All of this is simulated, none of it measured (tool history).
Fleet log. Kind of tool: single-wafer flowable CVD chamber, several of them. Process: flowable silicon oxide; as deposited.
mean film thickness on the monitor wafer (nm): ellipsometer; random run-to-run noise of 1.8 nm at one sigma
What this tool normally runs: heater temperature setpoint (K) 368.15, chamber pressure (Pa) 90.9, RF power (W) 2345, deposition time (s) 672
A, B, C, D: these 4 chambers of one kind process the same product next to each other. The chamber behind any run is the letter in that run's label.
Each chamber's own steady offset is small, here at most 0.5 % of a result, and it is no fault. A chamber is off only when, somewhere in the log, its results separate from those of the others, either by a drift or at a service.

run,hour,heater temperature setpoint (K),chamber pressure (Pa),RF power (W),deposition time (s),"read-back reference wafer on the same gauge, thickness_nm",mean film thickness on the monitor wafer (nm)
1A,3.6,368.15,90.9,2345,672,348.05,397.62
2D,7.8,368.15,90.9,2345,672,348.42,398.68
3B,10.0,368.15,90.9,2345,672,348.50,401.24
# hour 10.9: chamber A: capacitance manometer re-zeroed and calibrated
4C,14.5,368.15,90.9,2345,672,347.54,399.89
5C,16.9,354.15,90.9,2345,771,347.98,717.59
6D,21.5,354.15,90.9,2345,771,348.25,705.40
7B,24.3,354.15,90.9,2345,771,348.23,710.95
8A,29.4,354.15,90.9,2345,771,348.06,705.17
9A,31.7,368.15,90.9,2345,672,347.94,397.46
10C,34.1,368.15,90.9,2345,762,347.93,457.17
11D,37.7,368.15,90.9,2345,762,347.74,452.90
12B,40.4,368.15,90.9,2345,762,347.99,450.97
13B,42.7,368.15,90.9,2345,762,348.09,451.62
14D,47.4,368.15,90.9,2345,672,347.71,401.62
15A,50.5,368.15,90.9,2345,672,348.01,394.88
16C,54.6,368.15,90.9,2345,672,348.07,403.26
17D,57.9,368.15,90.9,2345,672,347.77,396.01
18B,61.1,368.15,90.9,2345,672,348.24,403.05
# hour 61.9: chamber B: thermocouple changed; heater temperature recalibrated
19C,64.2,368.15,90.9,2345,672,348.18,405.24
20A,68.2,368.15,90.9,2345,672,347.71,399.13
21D,71.3,368.15,90.9,2715,672,347.96,408.19
22A,76.4,368.15,90.9,2715,672,348.04,407.35
23C,80.1,368.15,90.9,2715,672,348.14,408.68
24B,84.1,368.15,90.9,2715,672,347.83,406.33
25C,87.9,368.15,90.9,2345,672,347.88,401.84
26A,92.6,368.15,90.9,2345,672,347.87,399.22
27B,94.9,368.15,90.9,2345,672,347.69,397.28
28D,98.7,368.15,90.9,2345,672,348.01,399.22

Next, every chamber runs the same settings. What will each give?
29A,102.3,381.15,90.9,2345,672,,?
29B,102.3,381.15,90.9,2345,672,,?
29C,102.3,381.15,90.9,2345,672,,?
29D,102.3,381.15,90.9,2345,672,,?

run,mean film thickness on the monitor wafer (nm)
29A,262.19
29B,260.98
29C,260.46
29D,261.08

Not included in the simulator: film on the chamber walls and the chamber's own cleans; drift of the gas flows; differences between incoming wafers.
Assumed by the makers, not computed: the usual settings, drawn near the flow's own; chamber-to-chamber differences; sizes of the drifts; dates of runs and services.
